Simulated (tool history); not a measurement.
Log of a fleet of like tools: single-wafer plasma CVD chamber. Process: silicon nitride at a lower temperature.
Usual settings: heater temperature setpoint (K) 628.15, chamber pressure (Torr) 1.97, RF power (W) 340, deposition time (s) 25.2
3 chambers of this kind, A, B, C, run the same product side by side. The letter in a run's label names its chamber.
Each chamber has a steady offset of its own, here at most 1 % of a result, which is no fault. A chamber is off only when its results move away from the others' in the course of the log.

run	hour	heater temperature setpoint (K)	chamber pressure (Torr)	RF power (W)	deposition time (s)	hours since the last thermocouple change	hours since the last RF generator calibration	hours since the last manometer calibration	read-back reference wafer on the same gauge, thickness_nm	mean film thickness on the monitor wafer (angstrom)
1B	9.6	628.15	1.97	340	25.2	1148.4	316.8	232.6	32.681	341.24
2C	19	628.15	1.97	340	25.2	237.1	1338.6	477.9	32.693	340.38
3A	26	628.15	1.97	340	25.2	818.5	414.7	2081.6	32.698	339.5
4A	33.2	628.15	1.97	340	25.2	825.7	421.9	2088.8	32.677	338.32
5C	40.9	642.15	1.97	340	27.9	259	1360.5	499.8	32.713	370.68
6B	49.4	642.15	1.97	340	27.9	1188.2	356.6	272.4	32.683	375.07
7B	54.2	642.15	1.97	340	27.9	1193	361.4	277.2	32.684	375.5
8C	62.1	628.15	1.97	340	25.2	280.2	1381.7	521	32.695	335.79
# hour 70.4: chamber A: capacitance manometer re-zeroed and calibrated
9A	70.7	628.15	1.97	275	25.2	863.2	459.4	0.4	32.707	295.63
10C	80	628.15	1.97	275	25.2	298.1	1399.6	538.9	32.663	288.95
11A	89.1	628.15	1.97	275	25.2	881.6	477.8	18.8	32.699	294.61
12B	94	628.15	1.97	340	25.2	1232.8	401.2	317	32.7	342.21
13A	103.6	628.15	1.97	340	25.2	896.1	492.3	33.3	32.711	341.47
14C	109.6	628.15	1.97	340	25.2	327.7	1429.2	568.5	32.686	337.39
# hour 114.1: chamber A: thermocouple changed; heater temperature recalibrated
15B	117.8	628.15	1.74	340	25.2	1256.6	425	340.8	32.702	329.67
16B	125.4	628.15	1.74	340	25.2	1264.2	432.6	348.4	32.697	329.24
17C	131.1	628.15	1.74	340	25.2	349.2	1450.7	590	32.68	321.64
18A	136.6	616.15	1.97	340	25.2	22.6	525.3	66.3	32.697	342.06
19A	142.2	616.15	1.97	340	25.2	28.2	530.9	71.9	32.702	342.58
20C	146.5	616.15	1.97	340	25.2	364.6	1466.1	605.4	32.663	332.87

Next, every chamber runs the same settings. What will each give?
21A	153.6	628.15	1.97	340	25.2					?
21B	153.6	628.15	1.97	340	25.2					?
21C	153.6	628.15	1.97	340	25.2					?

run	mean film thickness on the monitor wafer (angstrom)
21A	341.88
21B	342.3
21C	331.96

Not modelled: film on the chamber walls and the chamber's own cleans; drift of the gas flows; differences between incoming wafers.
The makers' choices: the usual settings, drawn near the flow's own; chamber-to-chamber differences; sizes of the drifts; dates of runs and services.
